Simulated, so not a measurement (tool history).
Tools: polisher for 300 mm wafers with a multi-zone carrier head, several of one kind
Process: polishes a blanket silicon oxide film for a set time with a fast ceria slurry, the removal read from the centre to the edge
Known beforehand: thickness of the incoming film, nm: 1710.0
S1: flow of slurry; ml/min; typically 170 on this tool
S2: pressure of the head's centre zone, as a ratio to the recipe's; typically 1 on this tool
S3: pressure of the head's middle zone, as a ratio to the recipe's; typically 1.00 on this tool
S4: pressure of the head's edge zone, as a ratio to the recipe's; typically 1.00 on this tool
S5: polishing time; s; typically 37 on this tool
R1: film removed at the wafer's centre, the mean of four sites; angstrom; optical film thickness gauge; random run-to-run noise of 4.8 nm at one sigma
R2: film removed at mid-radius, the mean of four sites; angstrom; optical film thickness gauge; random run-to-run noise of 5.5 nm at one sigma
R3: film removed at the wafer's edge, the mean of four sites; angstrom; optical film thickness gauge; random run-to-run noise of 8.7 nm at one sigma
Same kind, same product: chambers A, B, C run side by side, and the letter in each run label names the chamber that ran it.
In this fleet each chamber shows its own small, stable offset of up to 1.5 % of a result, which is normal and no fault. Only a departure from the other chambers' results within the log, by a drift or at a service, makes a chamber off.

Run 1C, day 0.408: usual settings. Result: R1 7010.8 angstrom, R2 7159.1 angstrom, R3 7042.9 angstrom.
Run 2A, day 0.875: usual settings. Result: R1 7022.9 angstrom, R2 7115.8 angstrom, R3 7084.6 angstrom.
At day 0.904: chamber C: worn pad replaced by a new one.
Run 3B, day 1.392: usual settings. Result: R1 7107.5 angstrom, R2 7042.9 angstrom, R3 7148.2 angstrom.
At day 1.633: chamber B: slurry nozzle cleaned.
Run 4A, day 1.783: usual settings. Result: R1 7123.2 angstrom, R2 7068.3 angstrom, R3 7071.9 angstrom.
Run 5C, day 2.046: usual settings. Result: R1 7021.1 angstrom, R2 7205.0 angstrom, R3 6949.5 angstrom.
Run 6B, day 2.312: usual settings. Result: R1 6982.6 angstrom, R2 7128.4 angstrom, R3 7126.2 angstrom.
At day 2.338: chamber B: worn pad replaced by a new one.
Run 7A, day 2.583: usual settings but S3 1.12, S5 30 s. Result: R1 5747.9 angstrom, R2 6347.6 angstrom, R3 5690.9 angstrom.
At day 2.812: chamber C: centre zone pressure recalibrated.
At day 3.038: chamber A: centre zone pressure recalibrated.
Run 8C, day 3.038: usual settings but S3 1.12, S5 30 s. Result: R1 6095.6 angstrom, R2 6483.1 angstrom, R3 5706.4 angstrom.
At day 3.275: chamber A: worn pad replaced by a new one.
Run 9B, day 3.450: usual settings but S3 1.12, S5 30 s. Result: R1 5675.0 angstrom, R2 6412.3 angstrom, R3 5753.6 angstrom.
Run 10B, day 3.717: usual settings. Result: R1 7047.1 angstrom, R2 6996.3 angstrom, R3 7080.0 angstrom.
Run 11C, day 4.212: usual settings. Result: R1 7626.1 angstrom, R2 7151.0 angstrom, R3 6960.6 angstrom.
At day 4.246: chamber B: edge zone pressure recalibrated.
Run 12A, day 4.450: usual settings. Result: R1 7138.1 angstrom, R2 7080.0 angstrom, R3 7259.6 angstrom.
At day 4.821: chamber C: slurry nozzle cleaned.
Run 13C, day 4.917: usual settings. Result: R1 7665.8 angstrom, R2 7079.5 angstrom, R3 6992.7 angstrom.
Run 14B, day 5.179: usual settings. Result: R1 6944.7 angstrom, R2 6948.7 angstrom, R3 7025.2 angstrom.
Run 15A, day 5.433: usual settings but S4 1.07. Result: R1 7137.4 angstrom, R2 7135.5 angstrom, R3 7305.1 angstrom.
At day 5.462: chamber B: worn pad replaced by a new one.
At day 5.721: chamber C: worn pad replaced by a new one.
Run 16A, day 5.900: usual settings but S4 1.07. Result: R1 7134.5 angstrom, R2 7057.8 angstrom, R3 7476.2 angstrom.
Run 17B, day 6.233: usual settings but S4 1.07. Result: R1 7014.0 angstrom, R2 7027.8 angstrom, R3 7441.8 angstrom.
Run 18C, day 6.500: usual settings. Result: R1 7564.3 angstrom, R2 7166.2 angstrom, R3 7042.2 angstrom.
At day 6.533: chamber A: worn pad replaced by a new one.
Run 19A, day 6.925: usual settings. Result: R1 7053.3 angstrom, R2 7072.1 angstrom, R3 7152.9 angstrom.
Run 20C, day 7.446: usual settings. Result: R1 7619.7 angstrom, R2 7147.3 angstrom, R3 6811.7 angstrom.
Run 21B, day 7.921: usual settings. Result: R1 7009.7 angstrom, R2 7100.0 angstrom, R3 7268.2 angstrom.
Run 22C, day 8.450: usual settings. Result: R1 7574.7 angstrom, R2 7106.8 angstrom, R3 7096.9 angstrom.
At day 8.467: chamber A: slurry nozzle cleaned.
Run 23A, day 8.758: usual settings. Result: R1 7163.7 angstrom, R2 7063.8 angstrom, R3 6905.1 angstrom.

Each of the 3 chambers runs these same settings next. Fill in every chamber's results:
Run 24A, day 9.146: usual settings but S4 0.91. Result: R1 ?, R2 ?, R3 ?.
Run 24B, day 9.146: usual settings but S4 0.91. Result: R1 ?, R2 ?, R3 ?.
Run 24C, day 9.146: usual settings but S4 0.91. Result: R1 ?, R2 ?, R3 ?.

run      R1      R2      R3
24A  7061.1  7150.8  6701.2
24B  6986.7  7101.1  6622.9
24C  7621.5  7126.7  6788.8
